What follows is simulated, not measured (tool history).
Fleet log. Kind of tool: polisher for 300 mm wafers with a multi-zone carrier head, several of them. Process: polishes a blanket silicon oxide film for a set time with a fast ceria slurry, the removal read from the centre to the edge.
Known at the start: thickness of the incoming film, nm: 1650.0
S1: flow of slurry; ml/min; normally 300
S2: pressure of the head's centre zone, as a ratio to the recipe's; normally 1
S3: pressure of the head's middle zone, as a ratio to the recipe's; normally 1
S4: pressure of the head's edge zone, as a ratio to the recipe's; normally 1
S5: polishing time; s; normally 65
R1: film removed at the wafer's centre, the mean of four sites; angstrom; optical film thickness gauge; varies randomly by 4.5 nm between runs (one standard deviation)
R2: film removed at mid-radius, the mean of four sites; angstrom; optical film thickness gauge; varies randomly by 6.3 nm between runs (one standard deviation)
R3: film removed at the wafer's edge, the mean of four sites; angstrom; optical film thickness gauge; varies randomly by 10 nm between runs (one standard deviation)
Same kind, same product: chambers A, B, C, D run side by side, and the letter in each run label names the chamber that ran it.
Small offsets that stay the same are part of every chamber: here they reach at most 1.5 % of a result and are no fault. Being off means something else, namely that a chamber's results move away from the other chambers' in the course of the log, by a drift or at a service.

{"hour": 2.7, "done": "chamber C: worn pad replaced by a new one"}
{"run": "1B", "hour": 4.2, "S1": 300, "S2": 1, "S3": 1, "S4": 1, "S5": 65, "R1": 6784.8, "R2": 6839.1, "R3": 6861.6}
{"run": "2A", "hour": 12.6, "S1": 300, "S2": 1, "S3": 1, "S4": 1, "S5": 65, "R1": 6920.8, "R2": 6812.7, "R3": 6850}
{"hour": 12.9, "done": "chamber B: worn pad replaced by a new one"}
{"run": "3D", "hour": 18.1, "S1": 300, "S2": 1, "S3": 1, "S4": 1, "S5": 65, "R1": 6846.3, "R2": 6754.2, "R3": 6849.3}
{"hour": 22.3, "done": "chamber D: slurry nozzle cleaned"}
{"run": "4C", "hour": 25.5, "S1": 300, "S2": 1, "S3": 1, "S4": 1, "S5": 65, "R1": 6900.4, "R2": 6950.1, "R3": 6787.9}
{"run": "5B", "hour": 31.8, "S1": 300, "S2": 1, "S3": 1, "S4": 1, "S5": 65, "R1": 6725.7, "R2": 6764.3, "R3": 6829.5}
{"run": "6A", "hour": 40.5, "S1": 300, "S2": 1, "S3": 1, "S4": 1, "S5": 65, "R1": 6967.1, "R2": 6833.1, "R3": 6749.5}
{"run": "7C", "hour": 47.1, "S1": 300, "S2": 1, "S3": 1, "S4": 1, "S5": 65, "R1": 6858.8, "R2": 6834.9, "R3": 6964.7}
{"run": "8D", "hour": 51.9, "S1": 300, "S2": 1, "S3": 1, "S4": 1, "S5": 65, "R1": 6787.3, "R2": 6795.3, "R3": 6924.3}
{"run": "9B", "hour": 57.6, "S1": 220, "S2": 0.92, "S3": 1, "S4": 1, "S5": 65, "R1": 5963.7, "R2": 6546.9, "R3": 6488.9}
{"run": "10A", "hour": 62.4, "S1": 220, "S2": 0.92, "S3": 1, "S4": 1, "S5": 65, "R1": 6059.4, "R2": 6665.7, "R3": 6643}
{"hour": 65.0, "done": "chamber C: worn pad replaced by a new one"}
{"run": "11C", "hour": 69.0, "S1": 220, "S2": 0.92, "S3": 1, "S4": 1, "S5": 65, "R1": 5856.4, "R2": 6540.4, "R3": 6856.6}
{"run": "12D", "hour": 75.7, "S1": 220, "S2": 0.92, "S3": 1, "S4": 1, "S5": 65, "R1": 5949.5, "R2": 6451.6, "R3": 6595.8}
{"run": "13A", "hour": 80.6, "S1": 300, "S2": 1, "S3": 1, "S4": 1, "S5": 65, "R1": 6914.1, "R2": 6829.3, "R3": 6827.4}
{"run": "14C", "hour": 87.5, "S1": 300, "S2": 1, "S3": 1, "S4": 1, "S5": 65, "R1": 6664.4, "R2": 6845.5, "R3": 6846.4}
{"run": "15D", "hour": 93.0, "S1": 300, "S2": 1, "S3": 1, "S4": 1, "S5": 65, "R1": 6828.4, "R2": 6777.9, "R3": 6721}
{"hour": 93.7, "done": "chamber D: edge zone pressure recalibrated"}
{"run": "16B", "hour": 98.0, "S1": 300, "S2": 1, "S3": 1.09, "S4": 0.93, "S5": 65, "R1": 6807.3, "R2": 7524.3, "R3": 6493.3}
{"hour": 99.9, "done": "chamber D: worn pad replaced by a new one"}
{"run": "17C", "hour": 102.9, "S1": 300, "S2": 1, "S3": 1.09, "S4": 0.93, "S5": 65, "R1": 6591.9, "R2": 7463.8, "R3": 6645}
{"run": "18A", "hour": 107.3, "S1": 300, "S2": 1, "S3": 1.09, "S4": 0.93, "S5": 65, "R1": 6902.1, "R2": 7286.1, "R3": 6540.5}
{"run": "19B", "hour": 114.0, "S1": 300, "S2": 1, "S3": 1.09, "S4": 0.93, "S5": 65, "R1": 6742.6, "R2": 7202.2, "R3": 6560.5}
{"hour": 115.6, "done": "chamber A: worn pad replaced by a new one"}
{"run": "20D", "hour": 121.5, "S1": 300, "S2": 0.95, "S3": 1, "S4": 1, "S5": 57, "R1": 5648.6, "R2": 5924.5, "R3": 6114.7}
{"hour": 122.2, "done": "chamber C: worn pad replaced by a new one"}
{"hour": 127.7, "done": "chamber A: centre zone pressure recalibrated"}
{"run": "21A", "hour": 130.6, "S1": 300, "S2": 0.95, "S3": 1, "S4": 1, "S5": 57, "R1": 5679, "R2": 5963.6, "R3": 5980.5}
{"run": "22B", "hour": 136.6, "S1": 300, "S2": 0.95, "S3": 1, "S4": 1, "S5": 57, "R1": 5662.5, "R2": 5916.5, "R3": 5910.6}
{"hour": 142.6, "done": "chamber B: worn pad replaced by a new one"}
{"run": "23D", "hour": 145.3, "S1": 300, "S2": 0.95, "S3": 1, "S4": 1, "S5": 57, "R1": 5594.3, "R2": 5887.2, "R3": 6093.3}
{"run": "24C", "hour": 149.7, "S1": 300, "S2": 1, "S3": 1, "S4": 1, "S5": 65, "R1": 6354.7, "R2": 6861.7, "R3": 6877.1}
{"run": "25B", "hour": 156.4, "S1": 300, "S2": 1, "S3": 1, "S4": 1, "S5": 65, "R1": 6853.3, "R2": 6798.4, "R3": 6766.3}

Read the log: is a single chamber off, either drifting away or since a service, is the gauge that measures every chamber drifting, or is nothing wrong beyond small per-chamber offsets? Name any odd chamber and what most likely caused it.

Little by little, chamber C moves away from the other chambers.
Most likely cause: centre zone's pressure below its setpoint, % = 7.96.

Chamber C could run next with any of the 4 candidate recipes listed below; each alters the usual settings, and their results appear as question marks. Which one brings its results back in line with what the other chambers deliver on the usual settings?
Maximum distance from the other chambers' mean on the usual settings for a result to count as in line: R1 160 angstrom; R2 220 angstrom; R3 350 angstrom
{"run": "26C-1", "hour": 163.2, "S1": 305, "S2": 1.07, "S3": 0.98, "S4": 0.98, "S5": 65, "R1": "?", "R2": "?", "R3": "?"}
{"run": "26C-2", "hour": 163.2, "S1": 295, "S2": 0.93, "S3": 1.02, "S4": 1.02, "S5": 65, "R1": "?", "R2": "?", "R3": "?"}
{"run": "26C-3", "hour": 163.2, "S1": 300, "S2": 0.98, "S3": 1.01, "S4": 1.01, "S5": 65, "R1": "?", "R2": "?", "R3": "?"}
{"run": "26C-4", "hour": 163.2, "S1": 300, "S2": 1.02, "S3": 0.99, "S4": 0.99, "S5": 65, "R1": "?", "R2": "?", "R3": "?"}

The other chambers' mean on the usual settings: R1 6830.8 angstrom; R2 6803.1 angstrom; R3 6808.9 angstrom
run=26C-1 R1=6848.7 R2=6765 R3=6854.9
run=26C-2 R1=5860.4 R2=7001.5 R3=6981.3
run=26C-3 R1=6216.2 R2=6947.7 R3=6954.3
run=26C-4 R1=6491.7 R2=6819.5 R3=6882.5
26C-1 brings the chamber back in line.

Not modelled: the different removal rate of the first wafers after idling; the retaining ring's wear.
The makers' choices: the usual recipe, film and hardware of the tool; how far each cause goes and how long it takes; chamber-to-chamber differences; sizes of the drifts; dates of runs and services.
